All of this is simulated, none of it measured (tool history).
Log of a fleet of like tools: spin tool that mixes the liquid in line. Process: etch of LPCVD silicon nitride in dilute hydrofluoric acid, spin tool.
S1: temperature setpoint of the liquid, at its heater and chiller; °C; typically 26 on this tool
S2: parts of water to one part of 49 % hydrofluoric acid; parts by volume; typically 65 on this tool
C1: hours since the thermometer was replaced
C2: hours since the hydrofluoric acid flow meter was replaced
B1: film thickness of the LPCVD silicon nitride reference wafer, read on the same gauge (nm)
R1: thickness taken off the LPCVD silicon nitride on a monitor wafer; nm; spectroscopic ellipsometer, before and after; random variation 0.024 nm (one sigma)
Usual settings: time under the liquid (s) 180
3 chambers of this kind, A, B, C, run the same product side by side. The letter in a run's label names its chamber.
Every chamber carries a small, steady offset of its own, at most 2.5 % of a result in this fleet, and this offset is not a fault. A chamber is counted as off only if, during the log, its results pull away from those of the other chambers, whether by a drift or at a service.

run 1A hour=10.2 | S1=26 S2=65 time_under_the_liquid_(s)=180 | C1=2247.8 C2=39.6 | B1=69.991 | R1=1.5942
run 2C hour=15.2 | S1=26 S2=65 time_under_the_liquid_(s)=180 | C1=216.8 C2=84.8 | B1=69.991 | R1=1.589
run 3B hour=20.8 | S1=26 S2=65 time_under_the_liquid_(s)=180 | C1=259 C2=1302.4 | B1=69.996 | R1=1.5627
run 4B hour=27 | S1=26 S2=65 time_under_the_liquid_(s)=180 | C1=265.2 C2=1308.6 | B1=69.988 | R1=1.5758
run 5C hour=36.6 | S1=26 S2=65 time_under_the_liquid_(s)=180 | C1=238.2 C2=106.2 | B1=69.99 | R1=1.5706
run 6A hour=43.2 | S1=26 S2=65 time_under_the_liquid_(s)=180 | C1=2280.8 C2=72.6 | B1=69.98 | R1=1.5922
run 7B hour=50 | S1=26 S2=65 time_under_the_liquid_(s)=180 | C1=288.2 C2=1331.6 | B1=70.004 | R1=1.5658
run 8C hour=56.4 | S1=26 S2=65 time_under_the_liquid_(s)=180 | C1=258 C2=126 | B1=69.974 | R1=1.5772
run 9A hour=65.3 | S1=26 S2=65 time_under_the_liquid_(s)=180 | C1=2302.9 C2=94.7 | B1=70 | R1=1.6268
run 10A hour=74.4 | S1=26 S2=65 time_under_the_liquid_(s)=180 | C1=2312 C2=103.8 | B1=69.988 | R1=1.6273
run 11C hour=84.4 | S1=26 S2=65 time_under_the_liquid_(s)=180 | C1=286 C2=154 | B1=70.011 | R1=1.5484
run 12B hour=92.1 | S1=26 S2=65 time_under_the_liquid_(s)=180 | C1=330.3 C2=1373.7 | B1=69.994 | R1=1.5525
run 13B hour=96.8 | S1=26 S2=65 time_under_the_liquid_(s)=180 | C1=335 C2=1378.4 | B1=69.985 | R1=1.5942
run 14A hour=104.4 | S1=26 S2=65 time_under_the_liquid_(s)=180 | C1=2342 C2=133.8 | B1=70.011 | R1=1.5923
run 15C hour=114.4 | S1=26 S2=65 time_under_the_liquid_(s)=180 | C1=316 C2=184 | B1=70.009 | R1=1.5974
run 16A hour=121.8 | S1=26 S2=65 time_under_the_liquid_(s)=180 | C1=2359.4 C2=151.2 | B1=69.999 | R1=1.6015
run 17B hour=129.3 | S1=22.5 S2=65 time_under_the_liquid_(s)=135 | C1=367.5 C2=1410.9 | B1=69.992 | R1=0.93344
run 18C hour=134.1 | S1=22.5 S2=65 time_under_the_liquid_(s)=135 | C1=335.7 C2=203.7 | B1=70 | R1=0.92901
run 19A hour=141.7 | S1=22.5 S2=65 time_under_the_liquid_(s)=135 | C1=2379.3 C2=171.1 | B1=69.986 | R1=0.95153
run 20C hour=147.7 | S1=26 S2=55 time_under_the_liquid_(s)=180 | C1=349.3 C2=217.3 | B1=69.976 | R1=1.8727
run 21B hour=154.8 | S1=26 S2=55 time_under_the_liquid_(s)=180 | C1=393 C2=1436.4 | B1=70.003 | R1=1.8491
-- hour=158.2 chamber A: thermometer replaced
run 22B hour=161.7 | S1=26 S2=55 time_under_the_liquid_(s)=180 | C1=399.9 C2=1443.3 | B1=69.993 | R1=1.8256
run 23C hour=167.1 | S1=26 S2=65 time_under_the_liquid_(s)=180 | C1=368.7 C2=236.7 | B1=69.993 | R1=1.5974
run 24A hour=177.5 | S1=26 S2=65 time_under_the_liquid_(s)=180 | C1=19.3 C2=206.9 | B1=69.991 | R1=1.6508
run 25C hour=188.1 | S1=26 S2=65 time_under_the_liquid_(s)=180 | C1=389.7 C2=257.7 | B1=70 | R1=1.5899
run 26A hour=194.5 | S1=26 S2=65 time_under_the_liquid_(s)=180 | C1=36.3 C2=223.9 | B1=70.009 | R1=1.5624
run 27B hour=202.1 | S1=26 S2=65 time_under_the_liquid_(s)=180 | C1=440.3 C2=1483.7 | B1=69.99 | R1=1.5466
run 28A hour=209.1 | S1=26 S2=65 time_under_the_liquid_(s)=180 | C1=50.9 C2=238.5 | B1=70.001 | R1=1.6137
run 29B hour=216.7 | S1=26 S2=65 time_under_the_liquid_(s)=180 | C1=454.9 C2=1498.3 | B1=70.006 | R1=1.5629
run 30C hour=227.2 | S1=26 S2=75 time_under_the_liquid_(s)=180 | C1=428.8 C2=296.8 | B1=70.024 | R1=1.3698
run 31C hour=237.3 | S1=26 S2=75 time_under_the_liquid_(s)=180 | C1=438.9 C2=306.9 | B1=70.009 | R1=1.3576
run 32A hour=242.8 | S1=26 S2=75 time_under_the_liquid_(s)=180 | C1=84.6 C2=272.2 | B1=69.988 | R1=1.385
run 33B hour=251.1 | S1=26 S2=85 time_under_the_liquid_(s)=95 | C1=489.3 C2=1532.7 | B1=70.017 | R1=0.62974
run 34C hour=258.1 | S1=26 S2=85 time_under_the_liquid_(s)=95 | C1=459.7 C2=327.7 | B1=70.009 | R1=0.61614
run 35B hour=263.8 | S1=26 S2=85 time_under_the_liquid_(s)=95 | C1=502 C2=1545.4 | B1=69.992 | R1=0.64207
run 36A hour=268.5 | S1=26 S2=65 time_under_the_liquid_(s)=180 | C1=110.3 C2=297.9 | B1=69.99 | R1=1.5602
run 37B hour=278.5 | S1=26 S2=65 time_under_the_liquid_(s)=180 | C1=516.7 C2=1560.1 | B1=69.994 | R1=1.5986
run 38C hour=288 | S1=26 S2=65 time_under_the_liquid_(s)=180 | C1=489.6 C2=357.6 | B1=69.994 | R1=1.5772
run 39A hour=292.8 | S1=26 S2=75 time_under_the_liquid_(s)=180 | C1=134.6 C2=322.2 | B1=70.013 | R1=1.3962
run 40C hour=302.2 | S1=26 S2=75 time_under_the_liquid_(s)=180 | C1=503.8 C2=371.8 | B1=69.985 | R1=1.3297
run 41A hour=308.7 | S1=26 S2=75 time_under_the_liquid_(s)=180 | C1=150.5 C2=338.1 | B1=69.988 | R1=1.403
run 42B hour=314.2 | S1=26 S2=65 time_under_the_liquid_(s)=180 | C1=552.4 C2=1595.8 | B1=69.999 | R1=1.5716
run 43B hour=319.4 | S1=26 S2=65 time_under_the_liquid_(s)=180 | C1=557.6 C2=1601 | B1=69.987 | R1=1.5641

Is one chamber off against the others, does the gauge drift, or is nothing wrong? If a chamber is off, say which, and what the likeliest cause is.

The fleet is healthy, with each chamber sitting at its usual small offset and no drift in the gauge.
